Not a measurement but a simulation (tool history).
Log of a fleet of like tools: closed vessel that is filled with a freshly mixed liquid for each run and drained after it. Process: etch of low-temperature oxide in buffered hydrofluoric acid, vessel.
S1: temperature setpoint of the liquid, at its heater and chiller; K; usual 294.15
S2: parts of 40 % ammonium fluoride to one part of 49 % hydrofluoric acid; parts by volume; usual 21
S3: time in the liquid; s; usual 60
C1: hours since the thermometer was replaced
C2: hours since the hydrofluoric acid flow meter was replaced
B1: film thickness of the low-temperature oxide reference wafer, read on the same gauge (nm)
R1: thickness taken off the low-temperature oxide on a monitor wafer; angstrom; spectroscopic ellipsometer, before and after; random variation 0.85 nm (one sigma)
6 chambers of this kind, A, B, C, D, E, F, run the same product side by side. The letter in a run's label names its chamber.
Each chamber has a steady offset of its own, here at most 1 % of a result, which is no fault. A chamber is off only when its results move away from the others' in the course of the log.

run	hour	S1	S2	S3	C1	C2	B1	R1
1F	13.2	294.15	21	60	168.5	185.8	100.020	1144.30
# hour 13.6: chamber B: thermometer replaced
2D	26.4	294.15	21	60	1178.0	619.6	100.000	1131.00
3B	33.9	294.15	21	60	20.3	1564.8	99.988	1123.40
4A	47.9	294.15	21	60	1698.5	209.6	100.000	1122.80
5C	54.9	294.15	21	60	1751.3	192.1	100.010	1132.20
6E	61.4	294.15	21	60	1580.7	868.3	99.995	1123.00
7B	73.9	294.15	21	60	60.3	1604.8	99.993	1143.80
8E	81.3	294.15	21	60	1600.6	888.2	100.020	1106.90
9D	95.1	294.15	21	60	1246.7	688.3	99.999	1111.70
10F	103.1	294.15	21	60	258.4	275.7	100.010	1136.60
11A	110.9	294.15	21	30	1761.5	272.6	99.983	559.05
12C	119.6	294.15	21	30	1816.0	256.8	100.020	569.25
13F	132.0	294.15	21	30	287.3	304.6	99.999	557.78
14A	144.4	294.15	21	30	1795.0	306.1	100.010	565.09
15D	153.2	294.15	21	30	1304.8	746.4	99.983	570.00
16B	160.2	294.15	21	30	146.6	1691.1	100.010	556.76
17E	167.5	294.15	21	60	1686.8	974.4	99.965	1130.80
18C	176.2	294.15	21	75	1872.6	313.4	99.976	1423.30
19C	185.5	294.15	21	75	1881.9	322.7	99.989	1418.20
20E	198.0	294.15	21	75	1717.3	1004.9	100.010	1384.50
21D	208.8	294.15	21	75	1360.4	802.0	99.992	1396.00
22A	218.5	294.15	21	75	1869.1	380.2	100.010	1419.30
23F	224.7	294.15	21	75	380.0	397.3	99.990	1434.20
24B	234.2	294.15	21	60	220.6	1765.1	99.984	1123.80
25F	246.3	294.15	21	60	401.6	418.9	100.010	1146.60
26E	252.5	294.15	21	60	1771.8	1059.4	100.020	1118.70
27D	258.9	294.15	21	60	1410.5	852.1	99.999	1117.20
28A	271.4	294.15	21	60	1922.0	433.1	100.010	1140.00
29C	279.5	294.15	21	60	1975.9	416.7	100.010	1153.70
30B	292.6	294.15	14	90	279.0	1823.5	100.010	2458.10
31D	301.1	294.15	14	90	1452.7	894.3	99.997	2493.70
32F	311.5	294.15	14	90	466.8	484.1	99.993	2515.20
33E	321.3	294.15	14	90	1840.6	1128.2	99.993	2500.40
34B	330.2	294.15	14	90	316.6	1861.1	99.999	2439.50
35C	341.5	294.15	14	90	2037.9	478.7	99.999	2466.30
36A	350.4	294.15	21	60	2001.0	512.1	99.984	1128.20
37C	362.3	294.15	21	60	2058.7	499.5	99.989	1125.80
38F	372.0	298.15	21	60	527.3	544.6	100.010	1420.50
39E	382.5	298.15	21	60	1901.8	1189.4	99.995	1419.20
40A	394.4	298.15	21	60	2045.0	556.1	100.020	1404.40
41D	404.9	298.15	21	60	1556.5	998.1	100.020	1411.50
42B	418.6	298.15	21	60	405.0	1949.5	100.000	1416.00
43A	428.5	298.15	21	60	2079.1	590.2	100.000	1422.60

Is one chamber off against the others, does the gauge drift, or is nothing wrong? If a chamber is off, say which, and what the likeliest cause is.

No chamber stands off beyond its own small offset, and the gauge holds steady.
